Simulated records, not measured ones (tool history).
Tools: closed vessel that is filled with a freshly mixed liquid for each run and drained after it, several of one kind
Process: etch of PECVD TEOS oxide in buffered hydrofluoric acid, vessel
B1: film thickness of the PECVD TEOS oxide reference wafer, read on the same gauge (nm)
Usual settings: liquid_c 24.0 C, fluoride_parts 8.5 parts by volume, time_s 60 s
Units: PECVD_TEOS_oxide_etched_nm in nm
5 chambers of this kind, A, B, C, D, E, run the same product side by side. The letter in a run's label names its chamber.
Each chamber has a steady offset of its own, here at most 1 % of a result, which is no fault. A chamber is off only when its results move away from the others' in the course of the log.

Run 1D, hour 2.9: usual settings; B1 100.010. Result: PECVD_TEOS_oxide_etched_nm 167.26 nm.
Run 2E, hour 6.4: usual settings; B1 100.010. Result: PECVD_TEOS_oxide_etched_nm 166.15 nm.
Run 3A, hour 10.7: usual settings; B1 99.987. Result: PECVD_TEOS_oxide_etched_nm 163.93 nm.
Run 4B, hour 13.3: usual settings; B1 100.000. Result: PECVD_TEOS_oxide_etched_nm 161.69 nm.
Run 5C, hour 16.7: usual settings; B1 100.000. Result: PECVD_TEOS_oxide_etched_nm 161.37 nm.
Run 6A, hour 19.0: usual settings; B1 99.978. Result: PECVD_TEOS_oxide_etched_nm 163.98 nm.
Run 7B, hour 22.6: usual settings; B1 100.010. Result: PECVD_TEOS_oxide_etched_nm 165.03 nm.
Run 8C, hour 26.3: usual settings; B1 99.988. Result: PECVD_TEOS_oxide_etched_nm 164.85 nm.
Run 9E, hour 28.8: usual settings but fluoride_parts 11.0 parts by volume; B1 100.000. Result: PECVD_TEOS_oxide_etched_nm 131.32 nm.
Run 10D, hour 32.3: usual settings but fluoride_parts 11.0 parts by volume; B1 99.992. Result: PECVD_TEOS_oxide_etched_nm 133.72 nm.
Run 11A, hour 35.8: usual settings but fluoride_parts 11.0 parts by volume; B1 100.000. Result: PECVD_TEOS_oxide_etched_nm 132.14 nm.
Run 12C, hour 38.9: usual settings but fluoride_parts 11.0 parts by volume; B1 99.972. Result: PECVD_TEOS_oxide_etched_nm 130.56 nm.
Run 13E, hour 42.9: usual settings but fluoride_parts 11.0 parts by volume; B1 100.000. Result: PECVD_TEOS_oxide_etched_nm 132.73 nm.
Run 14D, hour 46.2: usual settings but fluoride_parts 11.5 parts by volume, time_s 90 s; B1 99.978. Result: PECVD_TEOS_oxide_etched_nm 190.44 nm.
Run 15B, hour 49.1: usual settings but fluoride_parts 11.5 parts by volume, time_s 90 s; B1 99.977. Result: PECVD_TEOS_oxide_etched_nm 189.65 nm.
Run 16D, hour 52.2: usual settings but fluoride_parts 11.5 parts by volume, time_s 90 s; B1 99.993. Result: PECVD_TEOS_oxide_etched_nm 191.64 nm.
Run 17C, hour 54.2: usual settings but fluoride_parts 11.5 parts by volume, time_s 90 s; B1 99.999. Result: PECVD_TEOS_oxide_etched_nm 189.03 nm.
Run 18B, hour 56.5: usual settings but fluoride_parts 11.5 parts by volume, time_s 90 s; B1 100.010. Result: PECVD_TEOS_oxide_etched_nm 187.21 nm.
Run 19E, hour 59.0: usual settings; B1 100.010. Result: PECVD_TEOS_oxide_etched_nm 166.72 nm.
Run 20A, hour 61.7: usual settings; B1 100.000. Result: PECVD_TEOS_oxide_etched_nm 162.53 nm.
Run 21C, hour 64.6: usual settings; B1 100.000. Result: PECVD_TEOS_oxide_etched_nm 163.74 nm.
Run 22E, hour 67.5: usual settings; B1 100.000. Result: PECVD_TEOS_oxide_etched_nm 169.51 nm.
Run 23A, hour 71.2: usual settings; B1 100.010. Result: PECVD_TEOS_oxide_etched_nm 161.15 nm.
Run 24B, hour 73.8: usual settings; B1 100.010. Result: PECVD_TEOS_oxide_etched_nm 162.62 nm.
Run 25D, hour 76.6: usual settings; B1 100.010. Result: PECVD_TEOS_oxide_etched_nm 166.35 nm.
Run 26A, hour 80.7: usual settings; B1 100.020. Result: PECVD_TEOS_oxide_etched_nm 164.99 nm.
Run 27E, hour 85.5: usual settings; B1 99.982. Result: PECVD_TEOS_oxide_etched_nm 172.56 nm.
Run 28B, hour 87.7: usual settings but liquid_c 27.0 C, time_s 90 s; B1 100.010. Result: PECVD_TEOS_oxide_etched_nm 290.01 nm.
Run 29C, hour 90.3: usual settings but liquid_c 27.0 C, time_s 90 s; B1 100.010. Result: PECVD_TEOS_oxide_etched_nm 288.09 nm.
Run 30D, hour 94.7: usual settings but liquid_c 27.0 C, time_s 90 s; B1 100.020. Result: PECVD_TEOS_oxide_etched_nm 296.34 nm.
Run 31C, hour 98.2: usual settings but liquid_c 27.0 C, time_s 90 s; B1 100.010. Result: PECVD_TEOS_oxide_etched_nm 290.92 nm.
Run 32E, hour 102.0: usual settings but liquid_c 27.0 C, time_s 90 s; B1 99.973. Result: PECVD_TEOS_oxide_etched_nm 309.70 nm.
Run 33D, hour 105.0: usual settings; B1 99.999. Result: PECVD_TEOS_oxide_etched_nm 164.62 nm.
Run 34B, hour 109.2: usual settings; B1 100.020. Result: PECVD_TEOS_oxide_etched_nm 165.00 nm.
Run 35A, hour 111.6: usual settings but fluoride_parts 10.5 parts by volume; B1 99.995. Result: PECVD_TEOS_oxide_etched_nm 137.34 nm.
Run 36E, hour 113.7: usual settings but fluoride_parts 10.5 parts by volume; B1 99.996. Result: PECVD_TEOS_oxide_etched_nm 147.59 nm.
Run 37C, hour 116.2: usual settings but fluoride_parts 10.5 parts by volume; B1 100.010. Result: PECVD_TEOS_oxide_etched_nm 136.70 nm.
Run 38A, hour 120.2: usual settings but fluoride_parts 10.5 parts by volume; B1 99.983. Result: PECVD_TEOS_oxide_etched_nm 136.80 nm.

Next, every chamber runs the same settings. What will each give?
Run 39A, hour 123.6: usual settings but liquid_c 27.5 C. Result: PECVD_TEOS_oxide_etched_nm ?.
Run 39B, hour 123.6: usual settings but liquid_c 27.5 C. Result: PECVD_TEOS_oxide_etched_nm ?.
Run 39C, hour 123.6: usual settings but liquid_c 27.5 C. Result: PECVD_TEOS_oxide_etched_nm ?.
Run 39D, hour 123.6: usual settings but liquid_c 27.5 C. Result: PECVD_TEOS_oxide_etched_nm ?.
Run 39E, hour 123.6: usual settings but liquid_c 27.5 C. Result: PECVD_TEOS_oxide_etched_nm ?.

run  PECVD_TEOS_oxide_etched_nm
39A                      196.80
39B                      198.03
39C                      195.27
39D                      199.58
39E                      214.21
